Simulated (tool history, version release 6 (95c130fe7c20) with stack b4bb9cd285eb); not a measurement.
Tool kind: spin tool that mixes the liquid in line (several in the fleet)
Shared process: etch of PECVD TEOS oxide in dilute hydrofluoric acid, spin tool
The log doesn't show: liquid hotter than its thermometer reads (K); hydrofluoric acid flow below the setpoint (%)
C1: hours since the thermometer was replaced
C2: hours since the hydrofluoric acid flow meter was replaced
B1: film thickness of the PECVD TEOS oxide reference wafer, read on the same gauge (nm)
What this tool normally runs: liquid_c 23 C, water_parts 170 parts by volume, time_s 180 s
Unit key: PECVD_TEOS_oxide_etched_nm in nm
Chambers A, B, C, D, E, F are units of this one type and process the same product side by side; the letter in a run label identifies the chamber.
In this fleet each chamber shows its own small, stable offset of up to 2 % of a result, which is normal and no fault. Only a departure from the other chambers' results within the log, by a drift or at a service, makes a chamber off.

run 1A hour=3.2 | liquid_c=23 water_parts=170 time_s=180 | C1=1279.5 C2=219.3 | B1=89.997 | PECVD_TEOS_oxide_etched_nm=11.606
run 2D hour=7.6 | liquid_c=23 water_parts=170 time_s=180 | C1=717.4 C2=315.5 | B1=89.955 | PECVD_TEOS_oxide_etched_nm=11.674
run 3E hour=14.3 | liquid_c=23 water_parts=170 time_s=180 | C1=1506.0 C2=92.2 | B1=89.977 | PECVD_TEOS_oxide_etched_nm=11.654
run 4C hour=18.4 | liquid_c=23 water_parts=170 time_s=180 | C1=702.2 C2=763.1 | B1=90.041 | PECVD_TEOS_oxide_etched_nm=11.582
run 5B hour=24.1 | liquid_c=23 water_parts=170 time_s=180 | C1=1332.6 C2=81.5 | B1=90.031 | PECVD_TEOS_oxide_etched_nm=11.465
-- hour=27.8 chamber E: thermometer replaced
run 6F hour=29.2 | liquid_c=23 water_parts=170 time_s=180 | C1=731.2 C2=1673.7 | B1=89.980 | PECVD_TEOS_oxide_etched_nm=11.498
run 7C hour=33.2 | liquid_c=23 water_parts=170 time_s=180 | C1=717.0 C2=777.9 | B1=90.005 | PECVD_TEOS_oxide_etched_nm=11.542
run 8D hour=36.3 | liquid_c=23 water_parts=170 time_s=180 | C1=746.1 C2=344.2 | B1=90.009 | PECVD_TEOS_oxide_etched_nm=11.587
run 9A hour=40.3 | liquid_c=23 water_parts=170 time_s=180 | C1=1316.6 C2=256.4 | B1=89.997 | PECVD_TEOS_oxide_etched_nm=11.473
run 10F hour=46.1 | liquid_c=23 water_parts=170 time_s=180 | C1=748.1 C2=1690.6 | B1=90.009 | PECVD_TEOS_oxide_etched_nm=11.543
run 11E hour=51.4 | liquid_c=23 water_parts=135 time_s=180 | C1=23.7 C2=129.3 | B1=89.982 | PECVD_TEOS_oxide_etched_nm=15.421
run 12B hour=54.8 | liquid_c=23 water_parts=135 time_s=180 | C1=1363.3 C2=112.2 | B1=90.011 | PECVD_TEOS_oxide_etched_nm=14.972
run 13B hour=59.3 | liquid_c=23 water_parts=135 time_s=180 | C1=1367.8 C2=116.7 | B1=89.991 | PECVD_TEOS_oxide_etched_nm=15.087
run 14D hour=64.4 | liquid_c=23 water_parts=135 time_s=180 | C1=774.2 C2=372.3 | B1=90.042 | PECVD_TEOS_oxide_etched_nm=14.988
run 15E hour=71.2 | liquid_c=23 water_parts=135 time_s=180 | C1=43.5 C2=149.1 | B1=90.010 | PECVD_TEOS_oxide_etched_nm=15.164
run 16C hour=74.9 | liquid_c=23 water_parts=135 time_s=180 | C1=758.7 C2=819.6 | B1=89.979 | PECVD_TEOS_oxide_etched_nm=15.287
run 17F hour=79.5 | liquid_c=23 water_parts=170 time_s=180 | C1=781.5 C2=1724.0 | B1=90.015 | PECVD_TEOS_oxide_etched_nm=11.326
run 18A hour=82.9 | liquid_c=23 water_parts=170 time_s=180 | C1=1359.2 C2=299.0 | B1=90.035 | PECVD_TEOS_oxide_etched_nm=11.552
run 19F hour=89.3 | liquid_c=23 water_parts=170 time_s=180 | C1=791.3 C2=1733.8 | B1=89.956 | PECVD_TEOS_oxide_etched_nm=11.536
run 20A hour=92.3 | liquid_c=23 water_parts=170 time_s=180 | C1=1368.6 C2=308.4 | B1=90.062 | PECVD_TEOS_oxide_etched_nm=11.543
-- hour=93.7 chamber C: thermometer replaced
run 21C hour=95.6 | liquid_c=23 water_parts=170 time_s=180 | C1=2.0 C2=840.3 | B1=90.012 | PECVD_TEOS_oxide_etched_nm=11.372
run 22E hour=99.9 | liquid_c=23 water_parts=170 time_s=180 | C1=72.2 C2=177.8 | B1=90.000 | PECVD_TEOS_oxide_etched_nm=11.542
run 23B hour=105.0 | liquid_c=23 water_parts=170 time_s=240 | C1=1413.5 C2=162.4 | B1=89.988 | PECVD_TEOS_oxide_etched_nm=15.290
run 24D hour=109.1 | liquid_c=23 water_parts=170 time_s=240 | C1=818.9 C2=417.0 | B1=89.985 | PECVD_TEOS_oxide_etched_nm=15.546
run 25A hour=112.5 | liquid_c=23 water_parts=170 time_s=240 | C1=1388.8 C2=328.6 | B1=90.020 | PECVD_TEOS_oxide_etched_nm=15.328
run 26E hour=119.5 | liquid_c=23 water_parts=170 time_s=240 | C1=91.8 C2=197.4 | B1=89.967 | PECVD_TEOS_oxide_etched_nm=15.482
-- hour=125.3 chamber F: hydrofluoric acid flow meter replaced
run 27B hour=125.3 | liquid_c=23 water_parts=170 time_s=240 | C1=1433.8 C2=182.7 | B1=90.036 | PECVD_TEOS_oxide_etched_nm=15.227
run 28C hour=129.9 | liquid_c=23 water_parts=170 time_s=240 | C1=36.3 C2=874.6 | B1=90.021 | PECVD_TEOS_oxide_etched_nm=14.919
run 29D hour=135.9 | liquid_c=23 water_parts=170 time_s=180 | C1=845.7 C2=443.8 | B1=89.989 | PECVD_TEOS_oxide_etched_nm=11.699
run 30F hour=141.9 | liquid_c=27 water_parts=170 time_s=180 | C1=843.9 C2=16.7 | B1=89.983 | PECVD_TEOS_oxide_etched_nm=13.495
run 31F hour=147.9 | liquid_c=27 water_parts=170 time_s=180 | C1=849.9 C2=22.7 | B1=90.007 | PECVD_TEOS_oxide_etched_nm=13.277
run 32B hour=153.2 | liquid_c=27 water_parts=170 time_s=180 | C1=1461.7 C2=210.6 | B1=89.967 | PECVD_TEOS_oxide_etched_nm=13.358
run 33E hour=157.1 | liquid_c=27 water_parts=170 time_s=180 | C1=129.4 C2=235.0 | B1=90.002 | PECVD_TEOS_oxide_etched_nm=13.656
run 34C hour=164.0 | liquid_c=27 water_parts=170 time_s=180 | C1=70.4 C2=908.7 | B1=89.977 | PECVD_TEOS_oxide_etched_nm=12.470
run 35A hour=168.8 | liquid_c=27 water_parts=170 time_s=180 | C1=1445.1 C2=384.9 | B1=89.977 | PECVD_TEOS_oxide_etched_nm=13.350
run 36D hour=175.4 | liquid_c=23 water_parts=170 time_s=180 | C1=885.2 C2=483.3 | B1=90.019 | PECVD_TEOS_oxide_etched_nm=11.578
run 37E hour=180.2 | liquid_c=23 water_parts=170 time_s=180 | C1=152.5 C2=258.1 | B1=89.998 | PECVD_TEOS_oxide_etched_nm=11.684
run 38F hour=186.8 | liquid_c=23 water_parts=170 time_s=180 | C1=888.8 C2=61.6 | B1=90.001 | PECVD_TEOS_oxide_etched_nm=11.439
run 39A hour=192.1 | liquid_c=23 water_parts=170 time_s=180 | C1=1468.4 C2=408.2 | B1=89.981 | PECVD_TEOS_oxide_etched_nm=11.440
run 40B hour=196.8 | liquid_c=23 water_parts=170 time_s=180 | C1=1505.3 C2=254.2 | B1=89.984 | PECVD_TEOS_oxide_etched_nm=11.387
run 41D hour=201.0 | liquid_c=23 water_parts=170 time_s=180 | C1=910.8 C2=508.9 | B1=89.968 | PECVD_TEOS_oxide_etched_nm=11.584
run 42C hour=204.6 | liquid_c=23 water_parts=170 time_s=180 | C1=111.0 C2=949.3 | B1=89.991 | PECVD_TEOS_oxide_etched_nm=10.665

The same settings go to every chamber for the next run, one line per chamber below. Forecast the results for each:
run 43A hour=209.6 | liquid_c=23 water_parts=170 time_s=180 | PECVD_TEOS_oxide_etched_nm=?
run 43B hour=209.6 | liquid_c=23 water_parts=170 time_s=180 | PECVD_TEOS_oxide_etched_nm=?
run 43C hour=209.6 | liquid_c=23 water_parts=170 time_s=180 | PECVD_TEOS_oxide_etched_nm=?
run 43D hour=209.6 | liquid_c=23 water_parts=170 time_s=180 | PECVD_TEOS_oxide_etched_nm=?
run 43E hour=209.6 | liquid_c=23 water_parts=170 time_s=180 | PECVD_TEOS_oxide_etched_nm=?
run 43F hour=209.6 | liquid_c=23 water_parts=170 time_s=180 | PECVD_TEOS_oxide_etched_nm=?

run=43A PECVD_TEOS_oxide_etched_nm=11.582
run=43B PECVD_TEOS_oxide_etched_nm=11.383
run=43C PECVD_TEOS_oxide_etched_nm=10.635
run=43D PECVD_TEOS_oxide_etched_nm=11.552
run=43E PECVD_TEOS_oxide_etched_nm=11.640
run=43F PECVD_TEOS_oxide_etched_nm=11.492
